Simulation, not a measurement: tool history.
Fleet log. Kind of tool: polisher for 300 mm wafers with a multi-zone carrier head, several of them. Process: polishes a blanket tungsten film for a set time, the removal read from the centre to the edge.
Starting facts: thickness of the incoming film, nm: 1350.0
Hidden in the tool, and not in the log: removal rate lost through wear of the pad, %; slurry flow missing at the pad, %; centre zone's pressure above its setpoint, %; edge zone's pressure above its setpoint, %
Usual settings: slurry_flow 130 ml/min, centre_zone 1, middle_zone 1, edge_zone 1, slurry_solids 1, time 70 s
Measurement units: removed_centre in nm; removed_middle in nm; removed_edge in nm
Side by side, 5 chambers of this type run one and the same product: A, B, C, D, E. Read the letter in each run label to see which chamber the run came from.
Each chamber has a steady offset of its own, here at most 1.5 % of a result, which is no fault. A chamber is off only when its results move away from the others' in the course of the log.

run,hour,slurry_flow,centre_zone,middle_zone,edge_zone,slurry_solids,time,wafers polished on this pad,hours since the slurry nozzle was cleaned,hours since the centre zone pressure was calibrated,hours since the edge zone pressure was calibrated,removed_centre,removed_middle,removed_edge
# hour 8.4: chamber C: slurry nozzle cleaned
1B,9.8,130,1,1,1,1,70,308,343.9,123.7,389.7,505.61,488.08,508.54
# hour 16.4: chamber C: worn pad replaced by a new one
2C,19.6,130,1,1,1,1,70,29,11.3,503.8,966.6,503.15,500.18,504.3
# hour 21: chamber C: centre zone pressure recalibrated
3A,26.3,130,1,1,1,1,70,519,362.7,338.3,871.1,503.47,504.27,501.63
# hour 32.7: chamber A: edge zone pressure recalibrated
4D,33.1,130,1,1,1,1,70,763,43,376.1,62.7,496.84,498.92,488.09
5E,42.7,130,1,1,1,1,70,461,621.8,285.7,683.5,499.09,503.08,503.6
# hour 47.8: chamber D: worn pad replaced by a new one
# hour 50.7: chamber B: worn pad replaced by a new one
6C,51.4,130,1,1,1,1,70,317,43.1,30.5,998.4,496.3,486.51,501.08
# hour 55.8: chamber D: centre zone pressure recalibrated
7A,58.6,130,1,1,1,1,70,812,395,370.6,26,500.38,498.45,502.16
# hour 60.8: chamber A: worn pad replaced by a new one
8E,66.9,130,1,1,1,1,70,681,646,309.9,707.7,501.18,503.98,501.55
9B,75.6,130,1,1,1,1,70,226,409.7,189.5,455.5,508.84,502.52,504.63
# hour 84.7: chamber C: worn pad replaced by a new one
10D,86.8,130,1,1,1,1,70,354,96.7,31,116.4,494.55,493.37,495.34
11D,95.4,130,1,1,1,1,70,432,105.3,39.6,125,495.66,505.15,503.63
12C,103.2,130,1,1,1,1,70,168,94.9,82.3,1050.2,500.78,496.24,497.69
# hour 110.9: chamber E: worn pad replaced by a new one
13A,114.3,130,1,1,1,1,70,485,450.7,426.3,81.7,501.1,504.39,500.49
# hour 121: chamber E: slurry nozzle cleaned
14B,125,130,1,1,1,1,70,674,459.1,238.9,504.9,503.19,511.54,503.41
# hour 130.1: chamber B: worn pad replaced by a new one
15E,132.9,130,1,1,1,1,70,200,11.9,375.9,773.7,495.3,493.16,501.38
16E,138.4,130,1,1,1,1,70,250,17.4,381.4,779.2,500.82,486.88,506.77
# hour 139.5: chamber D: worn pad replaced by a new one
# hour 147.2: chamber A: worn pad replaced by a new one
17D,148.8,130,1,1,1,1,70,84,158.7,93,178.4,500.13,490.62,500.05
18C,156.2,130,1,1,1,1,70,648,147.9,135.3,1103.2,496.68,501.65,507.35
# hour 158.5: chamber C: worn pad replaced by a new one
19B,163.2,130,1,1,1,1,70,300,497.3,277.1,543.1,504.37,508.92,497.67
20A,169.3,130,1,1,1,1,70,201,505.7,481.3,136.7,505.45,504.62,501.61
21B,177.1,130,1,1,1,1,70,427,511.2,291,557,511.39,500.34,495.84
22E,183.5,130,1,1,1,0.85,91,659,62.5,426.5,824.3,623.85,623.25,633.52
23D,193.4,130,1,1,1,0.85,91,489,203.3,137.6,223,626.48,627.88,621.89
# hour 199: chamber B: worn pad replaced by a new one
24A,201.6,130,1,1,1,0.85,91,493,538,513.6,169,630.47,630.97,618.81
25C,209.7,130,1,1,1,0.85,91,464,201.4,188.8,1156.7,621.1,602.33,628.4
26E,217.4,130,1,1,1,0.85,91,966,96.4,460.4,858.2,623.52,604.94,638.62
# hour 221.2: chamber D: slurry nozzle cleaned
27A,225.5,130,1,1,1,1,70,710,561.9,537.5,192.9,500.99,493.97,490.46
# hour 227.7: chamber C: worn pad replaced by a new one
28C,232.6,130,1,1,1,1,70,45,224.3,211.7,1179.6,499.41,501.08,503.57
# hour 237.4: chamber E: edge zone pressure recalibrated
29D,238.1,130,1,1,1,1,70,894,16.9,182.3,267.7,496.95,502.02,496.16
# hour 238.7: chamber E: worn pad replaced by a new one
# hour 241.8: chamber A: worn pad replaced by a new one
# hour 246: chamber D: worn pad replaced by a new one
30B,248.8,130,1,0.91,1,1,58,451,582.9,362.7,628.7,419.07,378.56,411.22
# hour 254.9: chamber A: centre zone pressure recalibrated
31D,255.6,130,1,0.91,1,1,58,87,34.4,199.8,285.2,414.52,374.2,412.13
32C,265.3,130,1,0.91,1,1,58,341,257,244.4,1212.3,409.84,364.87,415.24
# hour 268.9: chamber B: worn pad replaced by a new one
33B,274.5,130,1,0.91,1,1,58,51,608.6,388.4,654.4,423.12,378.5,413.19
34A,282.1,130,1,0.91,1,1,58,365,618.5,27.2,249.5,419.13,381.19,412.5
# hour 283: chamber C: slurry nozzle cleaned
35E,291.8,130,1,1,1,1,70,481,170.8,534.8,54.4,495.27,499.17,503.63
# hour 298.2: chamber C: worn pad replaced by a new one
36B,299.1,130,1,1,1,1,70,274,633.2,413,679,510.74,499.14,498.18
37D,306.5,110,1,1,1,1,70,549,85.3,250.7,336.1,474.9,476.02,481.16
38A,316,110,1,1,1,1,70,673,652.4,61.1,283.4,479.29,483.61,487.79
39C,328.1,110,1,1,1,1,70,271,45.1,307.2,1275.1,481.96,469.8,482.47
40E,334.5,110,1,1,1,1,70,868,213.5,577.5,97.1,476.63,472.42,494.41

Read the log: is a single chamber off, either drifting away or since a service, is the gauge that measures every chamber drifting, or is nothing wrong beyond small per-chamber offsets? Name any odd chamber and what most likely caused it.

Neither any chamber nor the gauge drifts; the chambers differ only by their own small, steady offsets.
